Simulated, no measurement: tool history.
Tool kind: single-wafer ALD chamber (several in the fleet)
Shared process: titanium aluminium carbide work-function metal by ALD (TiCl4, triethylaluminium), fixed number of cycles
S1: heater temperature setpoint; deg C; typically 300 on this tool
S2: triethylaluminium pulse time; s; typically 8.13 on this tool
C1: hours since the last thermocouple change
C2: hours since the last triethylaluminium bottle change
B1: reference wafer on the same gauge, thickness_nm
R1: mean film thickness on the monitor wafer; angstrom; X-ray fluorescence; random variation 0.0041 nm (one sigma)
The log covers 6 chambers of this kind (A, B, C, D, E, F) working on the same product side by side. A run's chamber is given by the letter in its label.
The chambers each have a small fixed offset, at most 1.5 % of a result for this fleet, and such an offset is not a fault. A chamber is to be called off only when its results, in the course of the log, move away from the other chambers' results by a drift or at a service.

run 1E day=0.221 | S1=300 S2=8.13 | C1=2063.6 C2=1503.7 | B1=1.8099 | R1=19.111
run 2A day=0.479 | S1=300 S2=8.13 | C1=413.0 C2=364.3 | B1=1.8096 | R1=19.435
run 3D day=0.638 | S1=300 S2=8.13 | C1=1378.5 C2=393.4 | B1=1.8109 | R1=19.417
run 4B day=0.925 | S1=300 S2=8.13 | C1=2160.1 C2=432.4 | B1=1.8098 | R1=19.616
run 5C day=1.146 | S1=300 S2=8.13 | C1=1013.0 C2=930.7 | B1=1.8107 | R1=19.200
run 6F day=1.296 | S1=300 S2=8.13 | C1=1354.8 C2=1699.8 | B1=1.8100 | R1=19.382
run 7A day=1.592 | S1=300 S2=8.13 | C1=439.7 C2=391.0 | B1=1.8094 | R1=19.537
run 8C day=1.917 | S1=300 S2=8.13 | C1=1031.5 C2=949.2 | B1=1.8094 | R1=19.216
run 9E day=2.075 | S1=300 S2=8.13 | C1=2108.1 C2=1548.2 | B1=1.8098 | R1=19.076
run 10D day=2.325 | S1=300 S2=8.13 | C1=1419.0 C2=433.9 | B1=1.8103 | R1=19.412
run 11B day=2.604 | S1=300 S2=8.13 | C1=2200.4 C2=472.7 | B1=1.8098 | R1=19.593
run 12F day=2.838 | S1=313 S2=9.65 | C1=1391.8 C2=1736.8 | B1=1.8099 | R1=21.027
run 13E day=3.083 | S1=313 S2=9.65 | C1=2132.3 C2=1572.4 | B1=1.8098 | R1=20.892
run 14B day=3.329 | S1=313 S2=9.65 | C1=2217.8 C2=490.1 | B1=1.8085 | R1=21.209
run 15D day=3.562 | S1=313 S2=9.65 | C1=1448.7 C2=463.6 | B1=1.8107 | R1=20.977
run 16C day=3.804 | S1=313 S2=9.65 | C1=1076.8 C2=994.5 | B1=1.8104 | R1=20.876
run 17F day=4.129 | S1=313 S2=9.65 | C1=1422.8 C2=1767.8 | B1=1.8100 | R1=21.062
run 18A day=4.425 | S1=300 S2=8.13 | C1=507.7 C2=459.0 | B1=1.8092 | R1=19.462
run 19B day=4.758 | S1=300 S2=8.13 | C1=2252.1 C2=524.4 | B1=1.8104 | R1=19.542
run 20D day=4.933 | S1=300 S2=8.13 | C1=1481.6 C2=496.5 | B1=1.8086 | R1=19.482
run 21F day=5.133 | S1=300 S2=8.13 | C1=1446.9 C2=1791.9 | B1=1.8104 | R1=19.333
run 22A day=5.462 | S1=300 S2=8.13 | C1=532.6 C2=483.9 | B1=1.8103 | R1=19.460
run 23E day=5.746 | S1=311 S2=10.27 | C1=2196.2 C2=1636.3 | B1=1.8103 | R1=20.732
-- day=5.917 chamber D: thermocouple changed; heater temperature recalibrated
run 24C day=5.933 | S1=311 S2=10.27 | C1=1127.9 C2=1045.6 | B1=1.8087 | R1=20.803
run 25A day=6.100 | S1=311 S2=10.27 | C1=547.9 C2=499.2 | B1=1.8100 | R1=21.052
run 26F day=6.288 | S1=311 S2=10.27 | C1=1474.6 C2=1819.6 | B1=1.8102 | R1=20.959
run 27B day=6.562 | S1=311 S2=10.27 | C1=2295.4 C2=567.7 | B1=1.8104 | R1=21.170
run 28C day=6.796 | S1=311 S2=10.27 | C1=1148.6 C2=1066.3 | B1=1.8102 | R1=20.845
run 29D day=7.067 | S1=300 S2=8.13 | C1=27.6 C2=547.7 | B1=1.8097 | R1=18.969
run 30E day=7.246 | S1=300 S2=8.13 | C1=2232.2 C2=1672.3 | B1=1.8103 | R1=19.193
run 31E day=7.421 | S1=300 S2=8.13 | C1=2236.4 C2=1676.5 | B1=1.8098 | R1=19.119
-- day=7.525 chamber A: triethylaluminium bottle replaced
run 32C day=7.608 | S1=300 S2=9.23 | C1=1168.1 C2=1085.8 | B1=1.8101 | R1=19.588
run 33B day=7.808 | S1=300 S2=9.23 | C1=2325.3 C2=597.6 | B1=1.8111 | R1=19.999
-- day=7.871 chamber F: triethylaluminium bottle replaced
run 34F day=8.088 | S1=300 S2=9.23 | C1=1517.8 C2=5.2 | B1=1.8099 | R1=19.711
run 35A day=8.275 | S1=300 S2=9.23 | C1=600.1 C2=18.0 | B1=1.8107 | R1=19.834
run 36D day=8.542 | S1=300 S2=9.23 | C1=63.0 C2=583.1 | B1=1.8104 | R1=19.371
run 37F day=8.775 | S1=300 S2=9.23 | C1=1534.3 C2=21.7 | B1=1.8088 | R1=19.802
run 38B day=9.079 | S1=300 S2=8.13 | C1=2355.8 C2=628.1 | B1=1.8102 | R1=19.587
run 39C day=9.350 | S1=300 S2=8.13 | C1=1209.9 C2=1127.6 | B1=1.8108 | R1=19.144
run 40D day=9.571 | S1=300 S2=8.13 | C1=87.7 C2=607.8 | B1=1.8099 | R1=19.077

Is one chamber off against the others, does the gauge drift, or is nothing wrong? If a chamber is off, say which, and what the likeliest cause is.

After it was serviced, chamber D no longer matches the other chambers.
Most likely cause: wafer temperature below the value expected at the setpoint (K) = 4.92.

Chamber D could run next with any of the 4 candidate recipes listed below; each alters the usual settings, and their results appear as question marks. Which one brings its results back in line with what the other chambers deliver on the usual settings?
In line here means within this much of the mean the other chambers give on the usual settings: R1 0.150 angstrom
run 41D-1 day=9.812 | S1=302 S2=8.60 | R1=?
run 41D-2 day=9.812 | S1=305 S2=9.30 | R1=?
run 41D-3 day=9.812 | S1=298 S2=7.66 | R1=?
run 41D-4 day=9.812 | S1=290 S2=8.13 | R1=?

Average result of the remaining chambers running the usual settings: R1 19.359 angstrom
run=41D-1 R1=19.324
run=41D-2 R1=19.809
run=41D-3 R1=18.580
run=41D-4 R1=18.143
The right change is 41D-1: it brings the chamber back within the allowed miss of the others.
